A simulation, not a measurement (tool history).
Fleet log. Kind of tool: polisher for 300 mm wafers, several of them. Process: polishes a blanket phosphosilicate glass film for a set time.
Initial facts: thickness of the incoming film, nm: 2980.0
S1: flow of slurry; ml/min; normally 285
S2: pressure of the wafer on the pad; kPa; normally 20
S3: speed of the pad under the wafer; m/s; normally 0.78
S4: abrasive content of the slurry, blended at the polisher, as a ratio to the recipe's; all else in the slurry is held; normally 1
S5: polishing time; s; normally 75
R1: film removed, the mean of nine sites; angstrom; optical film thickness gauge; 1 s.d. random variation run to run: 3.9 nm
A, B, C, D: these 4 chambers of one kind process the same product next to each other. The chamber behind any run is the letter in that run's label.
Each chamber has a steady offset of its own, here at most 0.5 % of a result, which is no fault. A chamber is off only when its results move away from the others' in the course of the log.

run 1C day=0.329 | S1=285 S2=20 S3=0.78 S4=1 S5=75 | R1=4776.6
run 2D day=0.625 | S1=285 S2=20 S3=0.78 S4=1 S5=75 | R1=4870
-- day=0.688 chamber A: slurry blender recalibrated
-- day=0.858 chamber B: worn pad replaced by a new one
-- day=0.871 chamber D: worn pad replaced by a new one
-- day=1.004 chamber D: head pressure recalibrated
run 3B day=1.017 | S1=285 S2=20 S3=0.78 S4=1 S5=75 | R1=4786.6
run 4A day=1.2 | S1=285 S2=20 S3=0.78 S4=1 S5=75 | R1=4885.4
run 5D day=1.588 | S1=285 S2=20 S3=0.78 S4=1 S5=75 | R1=4801
-- day=1.858 chamber A: worn pad replaced by a new one
run 6A day=1.912 | S1=285 S2=20 S3=0.78 S4=1 S5=75 | R1=4849.7
run 7B day=2.112 | S1=285 S2=20 S3=0.78 S4=1 S5=75 | R1=4784.9
-- day=2.262 chamber B: conditioning disc replaced and pad reconditioned
-- day=2.283 chamber C: conditioning disc replaced and pad reconditioned
run 8C day=2.488 | S1=285 S2=20 S3=0.78 S4=1 S5=75 | R1=4809.6
-- day=2.75 chamber C: worn pad replaced by a new one
run 9B day=2.792 | S1=285 S2=20 S3=0.78 S4=1 S5=75 | R1=4788.9
-- day=2.988 chamber C: slurry nozzle cleaned
run 10C day=3.058 | S1=285 S2=15.9 S3=0.78 S4=1 S5=75 | R1=3838.7
-- day=3.2 chamber C: slurry blender recalibrated
run 11D day=3.304 | S1=285 S2=15.9 S3=0.78 S4=1 S5=75 | R1=3842.6
run 12A day=3.512 | S1=285 S2=15.9 S3=0.78 S4=1 S5=75 | R1=3773.8
-- day=3.683 chamber D: slurry blender recalibrated
run 13A day=3.825 | S1=285 S2=15.9 S3=0.78 S4=1 S5=75 | R1=3838.1
run 14B day=4.138 | S1=285 S2=20 S3=0.78 S4=1 S5=75 | R1=4732.2
-- day=4.283 chamber D: worn pad replaced by a new one
run 15D day=4.329 | S1=285 S2=20 S3=0.78 S4=1 S5=75 | R1=4791.2
run 16C day=4.525 | S1=285 S2=20 S3=0.78 S4=1 S5=75 | R1=4721.6
-- day=4.608 chamber B: worn pad replaced by a new one
run 17D day=4.75 | S1=285 S2=20 S3=0.78 S4=1 S5=75 | R1=4770.2
run 18A day=5.017 | S1=285 S2=20 S3=0.78 S4=1 S5=75 | R1=4864.1
run 19B day=5.412 | S1=285 S2=20 S3=0.78 S4=1 S5=75 | R1=4732
run 20C day=5.725 | S1=285 S2=20 S3=0.78 S4=1 S5=75 | R1=4764.6
-- day=5.929 chamber A: worn pad replaced by a new one
run 21A day=5.975 | S1=285 S2=20 S3=0.78 S4=1 S5=75 | R1=4802.1
run 22C day=6.346 | S1=285 S2=20 S3=0.78 S4=1 S5=75 | R1=4747.4
run 23B day=6.671 | S1=285 S2=20 S3=0.78 S4=1 S5=91 | R1=5576.1
run 24D day=6.962 | S1=285 S2=20 S3=0.78 S4=1 S5=91 | R1=5863.5
-- day=7.017 chamber B: slurry nozzle cleaned
run 25B day=7.342 | S1=285 S2=20 S3=0.78 S4=1 S5=91 | R1=5496.6
run 26D day=7.588 | S1=285 S2=20 S3=0.78 S4=1 S5=91 | R1=5791.2
-- day=7.8 chamber D: worn pad replaced by a new one
-- day=7.804 chamber A: slurry nozzle cleaned
-- day=7.821 chamber C: worn pad replaced by a new one
run 27C day=7.967 | S1=285 S2=20 S3=0.78 S4=1 S5=75 | R1=4844.9
-- day=8.058 chamber B: conditioning disc replaced and pad reconditioned
run 28A day=8.258 | S1=285 S2=20 S3=0.78 S4=1 S5=75 | R1=4849.9
run 29B day=8.475 | S1=285 S2=20 S3=0.78 S4=1 S5=75 | R1=4501.6
-- day=8.554 chamber D: slurry nozzle cleaned
-- day=8.592 chamber D: conditioning disc replaced and pad reconditioned
run 30C day=8.788 | S1=285 S2=20 S3=0.78 S4=1 S5=75 | R1=4823
run 31D day=9.021 | S1=285 S2=20 S3=0.78 S4=1 S5=75 | R1=4758.7
-- day=9.158 chamber A: slurry blender recalibrated
-- day=9.296 chamber B: worn pad replaced by a new one
run 32A day=9.388 | S1=285 S2=20 S3=0.78 S4=1 S5=75 | R1=4854.1
-- day=9.6 chamber A: worn pad replaced by a new one
run 33A day=9.738 | S1=285 S2=20 S3=0.78 S4=1 S5=75 | R1=4833
run 34D day=10.071 | S1=285 S2=20 S3=0.78 S4=1 S5=75 | R1=4836.8
run 35C day=10.446 | S1=285 S2=20 S3=0.78 S4=1 S5=75 | R1=4794
-- day=10.758 chamber D: worn pad replaced by a new one
run 36B day=10.796 | S1=285 S2=20 S3=0.78 S4=1 S5=75 | R1=4288.7
run 37C day=11.075 | S1=285 S2=20 S3=0.78 S4=1 S5=75 | R1=4801
run 38A day=11.354 | S1=285 S2=20 S3=0.78 S4=1 S5=75 | R1=4842.9
run 39D day=11.667 | S1=285 S2=20 S3=0.78 S4=1 S5=75 | R1=4806.4

Decide between three cases: one chamber stands off from its peers, the gauge reading all wafers drifts, or nothing is wrong past each chamber's small offset. Where a chamber is off, say which and what most likely put it there.

Little by little, chamber B moves away from the other chambers.
What lies behind it: abrasive missing from the slurry, % = 21.6.
It could be hard to tell apart here from: head's pressure below its setpoint, %.

Here are 4 candidates for chamber B's next run, each the usual settings with a change, their results left as question marks. Which one brings its results back in line with what the others give on the usual settings?
Maximum distance from the other chambers' mean on the usual settings for a result to count as in line: R1 140 angstrom
run 40B-1 day=11.954 | S1=280 S2=20 S3=0.7 S4=1 S5=67 | R1=?
run 40B-2 day=11.954 | S1=285 S2=20 S3=0.7 S4=0.95 S5=75 | R1=?
run 40B-3 day=11.954 | S1=285 S2=21.4 S3=0.82 S4=1.05 S5=80 | R1=?
run 40B-4 day=11.954 | S1=290 S2=20 S3=0.9 S4=1 S5=75 | R1=?

Other chambers, usual settings, mean: R1 4799 angstrom
run=40B-1 R1=3488.5
run=40B-2 R1=3810.9
run=40B-3 R1=5194.2
run=40B-4 R1=4795.7
The right change is 40B-4: it brings the chamber back within the allowed miss of the others.

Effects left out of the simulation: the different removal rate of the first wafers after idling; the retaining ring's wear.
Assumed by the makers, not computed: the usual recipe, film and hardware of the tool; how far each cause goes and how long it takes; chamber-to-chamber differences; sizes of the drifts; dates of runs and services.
